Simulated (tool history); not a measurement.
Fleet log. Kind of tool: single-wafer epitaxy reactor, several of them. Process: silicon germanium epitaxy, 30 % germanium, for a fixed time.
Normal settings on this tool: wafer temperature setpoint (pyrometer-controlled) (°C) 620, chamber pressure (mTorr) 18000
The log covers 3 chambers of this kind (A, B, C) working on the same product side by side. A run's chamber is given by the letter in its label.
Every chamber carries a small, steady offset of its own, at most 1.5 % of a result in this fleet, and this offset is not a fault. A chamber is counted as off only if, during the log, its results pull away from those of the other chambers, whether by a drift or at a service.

run   hour  wafer temperature setpoint (pyrometer-controlled) (°C)  chamber pressure (mTorr)  hours since the last pyrometer calibration  hours since the last manometer calibration  read-back reference wafer on the same gauge, thickness_nm  mean film thickness on the monitor wafer (angstrom)
 1B    6.6                                                     620                     18000                                       886.7                                       721.6                                                      89.45                                               797.27
 2C   13.9                                                     620                     18000                                      1131.4                                      2108.3                                                     89.438                                               811.01
 3A   25.2                                                     620                     18000                                        1052                                      1015.5                                                     89.446                                               806.04
 4C   36.7                                                     620                     18000                                      1154.2                                      2131.1                                                     89.401                                               811.91
 5B   47.8                                                     620                     20800                                       927.9                                       762.8                                                     89.387                                               842.99
 6A   57.8                                                     620                     20800                                      1084.6                                      1048.1                                                      89.33                                               853.81
 7A   68.8                                                     620                     20800                                      1095.6                                      1059.1                                                     89.335                                               855.86
 8B   76.5                                                     632                     22100                                       956.6                                       791.5                                                     89.319                                               1064.5
 9C   83.3                                                     632                     22100                                      1200.8                                      2177.7                                                      89.32                                               1078.5
10C   94.2                                                     632                     22100                                      1211.7                                      2188.6                                                     89.279                                               1075.7
11B  105.1                                                     632                     13900                                       985.2                                       820.1                                                     89.259                                               884.33
12A    113                                                     632                     13900                                      1139.8                                      1103.3                                                     89.247                                               896.33
13A    120                                                     632                     13900                                      1146.8                                      1110.3                                                     89.199                                               894.96
14C  126.7                                                     606                     21600                                      1244.2                                      2221.1                                                     89.179                                               674.98
15B  132.9                                                     606                     21600                                        1013                                       847.9                                                     89.232                                               665.66
16A  143.5                                                     606                     21600                                      1170.3                                      1133.8                                                     89.143                                               675.75
17C  148.9                                                     620                     18000                                      1266.4                                      2243.3                                                     89.147                                               809.43
18B  160.4                                                     620                     18000                                      1040.5                                       875.4                                                     89.162                                               796.55
19C  167.9                                                     620                     18000                                      1285.4                                      2262.3                                                     89.088                                               809.42
20B  178.5                                                     620                     18000                                      1058.6                                       893.5                                                     89.075                                                793.3
21A  189.3                                                     620                     18000                                      1216.1                                      1179.6                                                     89.085                                               805.48
22B  197.9                                                     620                     18000                                        1078                                       912.9                                                     89.052                                               792.04
23C  203.3                                                     620                     18000                                      1320.8                                      2297.7                                                     88.994                                               804.38
24A  208.6                                                     620                     18000                                      1235.4                                      1198.9                                                     89.059                                               804.32
25A  219.3                                                     620                     18000                                      1246.1                                      1209.6                                                     88.971                                               805.91
26C  228.1                                                     620                     18000                                      1345.6                                      2322.5                                                     88.972                                               805.38
27B  234.3                                                     620                     18000                                      1114.4                                       949.3                                                     88.931                                               790.78

What goes on in this fleet: one chamber off, a drifting gauge, or nothing beyond the chambers' own small offsets? Name the chamber and the cause, if any.

Gauge drift. The chambers move together only on paper, and none stands off.
What lies behind it: gauge reads low (%) = 0.622.

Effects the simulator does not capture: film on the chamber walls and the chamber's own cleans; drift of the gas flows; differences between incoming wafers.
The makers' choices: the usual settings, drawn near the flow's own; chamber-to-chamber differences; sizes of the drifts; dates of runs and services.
